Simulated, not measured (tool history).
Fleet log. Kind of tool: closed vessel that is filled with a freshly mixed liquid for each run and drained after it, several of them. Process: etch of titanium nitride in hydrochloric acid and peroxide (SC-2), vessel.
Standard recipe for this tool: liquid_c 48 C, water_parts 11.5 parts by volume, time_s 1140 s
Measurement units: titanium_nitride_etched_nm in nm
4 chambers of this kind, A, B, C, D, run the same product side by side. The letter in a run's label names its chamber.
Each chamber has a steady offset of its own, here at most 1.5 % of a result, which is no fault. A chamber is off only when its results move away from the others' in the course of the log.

| run | day | liquid_c | water_parts | time_s | read-back film thickness of the titanium nitride reference wafer, read on the same gauge (nm) | titanium_nitride_etched_nm |
|---|---|---|---|---|---|---|
| 1A | 0.354 | 48 | 11.5 | 1140 | 60.007 | 12.386 |
| 2B | 0.704 | 48 | 11.5 | 1140 | 60.01 | 11.954 |
| 3D | 0.992 | 48 | 11.5 | 1140 | 60.007 | 12.241 |
| 4C | 1.275 | 48 | 11.5 | 1140 | 59.964 | 12.361 |
| 5D | 1.654 | 48 | 9 | 1140 | 59.994 | 14.978 |
| 6C | 2.021 | 48 | 9 | 1140 | 59.992 | 14.955 |
| 7B | 2.296 | 48 | 9 | 1140 | 60.027 | 14.983 |
| 8A | 2.642 | 48 | 9 | 1140 | 59.998 | 15.03 |
| 9D | 2.862 | 48 | 11.5 | 1140 | 59.987 | 12.281 |
| 10A | 3.192 | 42.5 | 11.5 | 1140 | 60.018 | 8.5816 |
| 11C | 3.529 | 42.5 | 11.5 | 1140 | 59.983 | 8.459 |
| 12B | 3.783 | 42.5 | 11.5 | 1140 | 59.982 | 8.2746 |
| 13C | 4.196 | 42.5 | 11.5 | 1140 | 60.028 | 8.4359 |
|  | 4.3 | chamber B: new drum of peroxide connected |
| 14A | 4.379 | 48 | 11.5 | 1140 | 59.99 | 12.416 |
| 15D | 4.571 | 48 | 11.5 | 1140 | 60.002 | 12.311 |
| 16B | 4.879 | 48 | 11.5 | 1140 | 60.008 | 12.216 |
|  | 4.917 | chamber A: chemicals flow meter replaced |
| 17B | 5.129 | 48 | 11.5 | 1140 | 60.008 | 12.022 |
| 18C | 5.446 | 48 | 11.5 | 1140 | 60.023 | 12.437 |
| 19A | 5.846 | 48 | 11.5 | 1140 | 60.014 | 12.422 |
| 20D | 6.242 | 48 | 11.5 | 1140 | 59.983 | 12.223 |
| 21D | 6.554 | 48 | 11.5 | 1140 | 59.982 | 12.161 |
| 22A | 6.788 | 48 | 11.5 | 1140 | 59.995 | 12.37 |
| 23B | 7.092 | 48 | 11.5 | 1140 | 59.988 | 12.212 |
|  | 7.162 | chamber D: new drum of peroxide connected |
| 24C | 7.488 | 48 | 11.5 | 1140 | 60.005 | 12.709 |
| 25C | 7.762 | 48 | 11.5 | 1140 | 59.981 | 12.564 |
| 26B | 8.054 | 48 | 11.5 | 1140 | 59.978 | 12.04 |
| 27D | 8.467 | 48 | 11.5 | 1140 | 59.994 | 12.335 |
| 28A | 8.783 | 48 | 11.5 | 1345 | 59.989 | 14.516 |
| 29B | 9.167 | 48 | 11.5 | 1345 | 60.003 | 14.312 |
| 30A | 9.388 | 48 | 11.5 | 1345 | 60.004 | 14.555 |
|  | 9.688 | chamber C: thermometer replaced |
| 31D | 9.75 | 48 | 11.5 | 1345 | 60.032 | 14.482 |
|  | 9.9 | chamber B: chemicals flow meter replaced |
| 32C | 9.958 | 48 | 11.5 | 1140 | 59.995 | 12.844 |
| 33B | 10.358 | 48 | 11.5 | 1795 | 59.987 | 19.002 |
| 34C | 10.721 | 48 | 11.5 | 1795 | 59.992 | 20.322 |

Does one chamber stand apart from the rest, does the shared gauge drift, or is all well apart from small per-chamber offsets? Give the chamber and the most likely cause, where there is one.

One chamber, C, drifts off from the rest bit by bit.
What lies behind it: chemicals flow above the setpoint (%) = 4.96.

Below are 4 candidate recipes for chamber C's next run, each the usual settings with a change, their results shown as question marks. Which of them brings C's results back in line with what the other chambers give on the usual settings?
In line means no further than this from the other chambers' mean on the usual settings: titanium_nitride_etched_nm 0.24 nm
| 35C-1 | 11.017 | 48 | 11.5 | 1145 |  | ? |
| 35C-2 | 11.017 | 48 | 11.5 | 1085 |  | ? |
| 35C-3 | 11.017 | 48 | 11.5 | 1135 |  | ? |
| 35C-4 | 11.017 | 48.5 | 11.5 | 1160 |  | ? |

Other chambers, usual settings, mean: titanium_nitride_etched_nm 12.243 nm
| run | titanium_nitride_etched_nm |
|---|---|
| 35C-1 | 12.929 |
| 35C-2 | 12.252 |
| 35C-3 | 12.816 |
| 35C-4 | 13.548 |
It is 35C-2 that realigns the chamber with its peers.
